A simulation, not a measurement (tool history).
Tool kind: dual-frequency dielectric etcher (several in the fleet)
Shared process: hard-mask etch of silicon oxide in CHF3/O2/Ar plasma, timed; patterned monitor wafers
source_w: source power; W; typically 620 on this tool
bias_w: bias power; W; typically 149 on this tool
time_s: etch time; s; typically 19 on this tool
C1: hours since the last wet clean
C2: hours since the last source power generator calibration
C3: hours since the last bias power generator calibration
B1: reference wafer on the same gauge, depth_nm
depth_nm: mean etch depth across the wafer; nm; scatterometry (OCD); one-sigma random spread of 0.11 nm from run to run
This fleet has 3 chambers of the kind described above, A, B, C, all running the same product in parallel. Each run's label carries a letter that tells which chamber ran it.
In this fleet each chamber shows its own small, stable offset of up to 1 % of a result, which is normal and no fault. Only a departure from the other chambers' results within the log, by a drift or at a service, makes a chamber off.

run 1A hour=5.6 | source_w=620 bias_w=149 time_s=19 | C1=381.1 C2=1778.7 C3=2265.4 | B1=40.082 | depth_nm=35.629
run 2B hour=9.7 | source_w=620 bias_w=149 time_s=19 | C1=346.1 C2=188 C3=2660.9 | B1=40.122 | depth_nm=35.793
run 3C hour=12.5 | source_w=620 bias_w=149 time_s=19 | C1=326.9 C2=882.5 C3=4182.8 | B1=40.094 | depth_nm=35.774
run 4B hour=16.5 | source_w=620 bias_w=149 time_s=19 | C1=352.9 C2=194.8 C3=2667.7 | B1=40.066 | depth_nm=35.626
run 5A hour=20.6 | source_w=620 bias_w=149 time_s=19 | C1=396.1 C2=1793.7 C3=2280.4 | B1=40.101 | depth_nm=35.76
run 6C hour=25.4 | source_w=620 bias_w=149 time_s=19 | C1=339.8 C2=895.4 C3=4195.7 | B1=40.12 | depth_nm=36.008
run 7B hour=29.9 | source_w=620 bias_w=149 time_s=19 | C1=366.3 C2=208.2 C3=2681.1 | B1=40.097 | depth_nm=35.599
run 8C hour=35.2 | source_w=620 bias_w=149 time_s=19 | C1=349.6 C2=905.2 C3=4205.5 | B1=40.103 | depth_nm=36.011
run 9A hour=40.7 | source_w=620 bias_w=149 time_s=19 | C1=416.2 C2=1813.8 C3=2300.5 | B1=40.094 | depth_nm=35.781
run 10C hour=44 | source_w=620 bias_w=149 time_s=19 | C1=358.4 C2=914 C3=4214.3 | B1=40.142 | depth_nm=35.792
run 11A hour=47.8 | source_w=620 bias_w=149 time_s=19 | C1=423.3 C2=1820.9 C3=2307.6 | B1=40.142 | depth_nm=35.721
run 12B hour=50.6 | source_w=620 bias_w=149 time_s=19 | C1=387 C2=228.9 C3=2701.8 | B1=40.102 | depth_nm=35.738
run 13B hour=53.6 | source_w=560 bias_w=134 time_s=19 | C1=390 C2=231.9 C3=2704.8 | B1=40.081 | depth_nm=33.06
-- hour=55.1 chamber A: wet clean of the chamber
run 14C hour=59 | source_w=560 bias_w=134 time_s=19 | C1=373.4 C2=929 C3=4229.3 | B1=40.101 | depth_nm=33.217
run 15A hour=64.1 | source_w=560 bias_w=134 time_s=19 | C1=9 C2=1837.2 C3=2323.9 | B1=40.135 | depth_nm=33.079
run 16B hour=69.2 | source_w=620 bias_w=149 time_s=19 | C1=405.6 C2=247.5 C3=2720.4 | B1=40.058 | depth_nm=35.646
run 17A hour=73.1 | source_w=620 bias_w=149 time_s=19 | C1=18 C2=1846.2 C3=2332.9 | B1=40.09 | depth_nm=35.652
-- hour=75.8 chamber C: wet clean of the chamber
run 18C hour=76.7 | source_w=620 bias_w=149 time_s=19 | C1=1 C2=946.7 C3=4247 | B1=40.098 | depth_nm=37.268
run 19C hour=81.8 | source_w=620 bias_w=149 time_s=19 | C1=6.1 C2=951.8 C3=4252.1 | B1=40.067 | depth_nm=37.557
run 20A hour=87.3 | source_w=620 bias_w=167 time_s=15 | C1=32.2 C2=1860.4 C3=2347.1 | B1=40.093 | depth_nm=29.258
run 21B hour=90.8 | source_w=620 bias_w=167 time_s=15 | C1=427.2 C2=269.1 C3=2742 | B1=40.086 | depth_nm=29.133
run 22B hour=96.2 | source_w=620 bias_w=167 time_s=15 | C1=432.6 C2=274.5 C3=2747.4 | B1=40.101 | depth_nm=29.346
run 23C hour=101.5 | source_w=620 bias_w=182 time_s=19 | C1=25.8 C2=971.5 C3=4271.8 | B1=40.045 | depth_nm=39.935
run 24A hour=104.6 | source_w=620 bias_w=182 time_s=19 | C1=49.5 C2=1877.7 C3=2364.4 | B1=40.11 | depth_nm=38.187
run 25B hour=108.8 | source_w=620 bias_w=182 time_s=19 | C1=445.2 C2=287.1 C3=2760 | B1=40.092 | depth_nm=38.095
run 26A hour=113.9 | source_w=620 bias_w=149 time_s=19 | C1=58.8 C2=1887 C3=2373.7 | B1=40.102 | depth_nm=35.606
run 27C hour=119.4 | source_w=740 bias_w=149 time_s=21 | C1=43.7 C2=989.4 C3=4289.7 | B1=40.102 | depth_nm=44.36
run 28A hour=123.9 | source_w=740 bias_w=149 time_s=21 | C1=68.8 C2=1897 C3=2383.7 | B1=40.115 | depth_nm=42.199
run 29B hour=126.6 | source_w=740 bias_w=149 time_s=21 | C1=463 C2=304.9 C3=2777.8 | B1=40.084 | depth_nm=42.256
run 30C hour=129.4 | source_w=620 bias_w=149 time_s=19 | C1=53.7 C2=999.4 C3=4299.7 | B1=40.133 | depth_nm=37.499
run 31B hour=133.9 | source_w=620 bias_w=149 time_s=19 | C1=470.3 C2=312.2 C3=2785.1 | B1=40.087 | depth_nm=35.758
run 32C hour=136.9 | source_w=620 bias_w=170 time_s=15 | C1=61.2 C2=1006.9 C3=4307.2 | B1=40.075 | depth_nm=30.89
run 33A hour=141.6 | source_w=620 bias_w=170 time_s=15 | C1=86.5 C2=1914.7 C3=2401.4 | B1=40.108 | depth_nm=29.561
run 34A hour=145.3 | source_w=620 bias_w=170 time_s=15 | C1=90.2 C2=1918.4 C3=2405.1 | B1=40.11 | depth_nm=29.368
run 35C hour=150.5 | source_w=500 bias_w=164 time_s=19 | C1=74.8 C2=1020.5 C3=4320.8 | B1=40.095 | depth_nm=35.689

For the next run the whole fleet of 3 chambers uses the same settings. Give each chamber's results:
run 36A hour=154.6 | source_w=530 bias_w=149 time_s=19 | depth_nm=?
run 36B hour=154.6 | source_w=530 bias_w=149 time_s=19 | depth_nm=?
run 36C hour=154.6 | source_w=530 bias_w=149 time_s=19 | depth_nm=?

run=36A depth_nm=33.523
run=36B depth_nm=33.715
run=36C depth_nm=35.488
